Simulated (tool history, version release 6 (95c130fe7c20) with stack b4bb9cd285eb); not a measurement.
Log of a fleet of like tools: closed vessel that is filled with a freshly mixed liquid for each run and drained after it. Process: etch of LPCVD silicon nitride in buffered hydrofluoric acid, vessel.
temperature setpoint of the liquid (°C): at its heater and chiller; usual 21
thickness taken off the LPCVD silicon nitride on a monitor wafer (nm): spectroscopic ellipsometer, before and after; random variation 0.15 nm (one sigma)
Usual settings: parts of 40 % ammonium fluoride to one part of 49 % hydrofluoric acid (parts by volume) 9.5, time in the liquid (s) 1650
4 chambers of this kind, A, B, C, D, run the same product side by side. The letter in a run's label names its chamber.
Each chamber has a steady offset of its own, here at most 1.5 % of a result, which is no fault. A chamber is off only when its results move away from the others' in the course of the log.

run,day,temperature setpoint of the liquid (°C),parts of 40 % ammonium fluoride to one part of 49 % hydrofluoric acid (parts by volume),time in the liquid (s),"read-back film thickness of the LPCVD silicon nitride reference wafer, read on the same gauge (nm)",thickness taken off the LPCVD silicon nitride on a monitor wafer (nm)
1A,0.275,21,9.5,1650,99.991,18.656
2B,0.654,21,9.5,1650,99.982,18.05
3D,1.05,21,9.5,1650,100,18.09
4C,1.462,21,9.5,1650,99.994,18.066
5C,1.867,21,9.5,1650,99.983,18.287
6D,2.133,21,9.5,1650,99.992,17.751
7A,2.425,21,9.5,1650,99.97,18.404
8B,2.762,21,9.5,1650,100.01,18.178
# day 3.121: chamber D: hydrofluoric acid flow meter replaced
9A,3.179,21,9.5,1650,100.04,18.459
10B,3.633,21,9.5,1650,99.943,18.152
11C,3.946,21,9.5,1650,100.01,18.097
12D,4.375,21,9.5,1650,100.05,17.633
13C,4.796,21,9.5,1650,100,17.786
14D,5.138,24,9.5,2310,100.01,29.605
15A,5.396,24,9.5,2310,100.04,30.048
16B,5.821,24,9.5,2310,100.06,30.052
17B,6.312,24,9.5,2310,100.06,30.223
18C,6.55,21,9.5,980,100.04,10.507
19A,6.867,21,9.5,980,100.04,10.671
20D,7.238,21,9.5,980,99.986,10.586
21A,7.571,21,9.5,980,99.981,10.827
22D,7.838,21,9.5,1650,99.995,18.045
23C,8.079,21,9.5,1650,99.976,17.381
# day 8.196: chamber C: hydrofluoric acid flow meter replaced
24B,8.55,21,9.5,1650,100.01,18.328
# day 8.592: chamber A: hydrofluoric acid flow meter replaced
25A,8.967,21,9.5,1650,99.974,18.502
26D,9.258,21,9.5,1650,99.983,17.99
27C,9.733,21,9.5,1650,99.996,17.304
28B,10.167,21,9.5,1650,99.995,18.44
29C,10.658,21,6.5,2445,100.01,36.652
30B,11.012,21,6.5,2445,100.01,38.991
31D,11.288,21,6.5,2445,99.996,38.011
32A,11.562,21,6.5,2445,100.06,39.176

All 4 chambers run these settings next. Forecast each chamber's results:
33A,11.929,21,9.5,955,,?
33B,11.929,21,9.5,955,,?
33C,11.929,21,9.5,955,,?
33D,11.929,21,9.5,955,,?

run,thickness taken off the LPCVD silicon nitride on a monitor wafer (nm)
33A,10.746
33B,10.578
33C,9.8648
33D,10.347
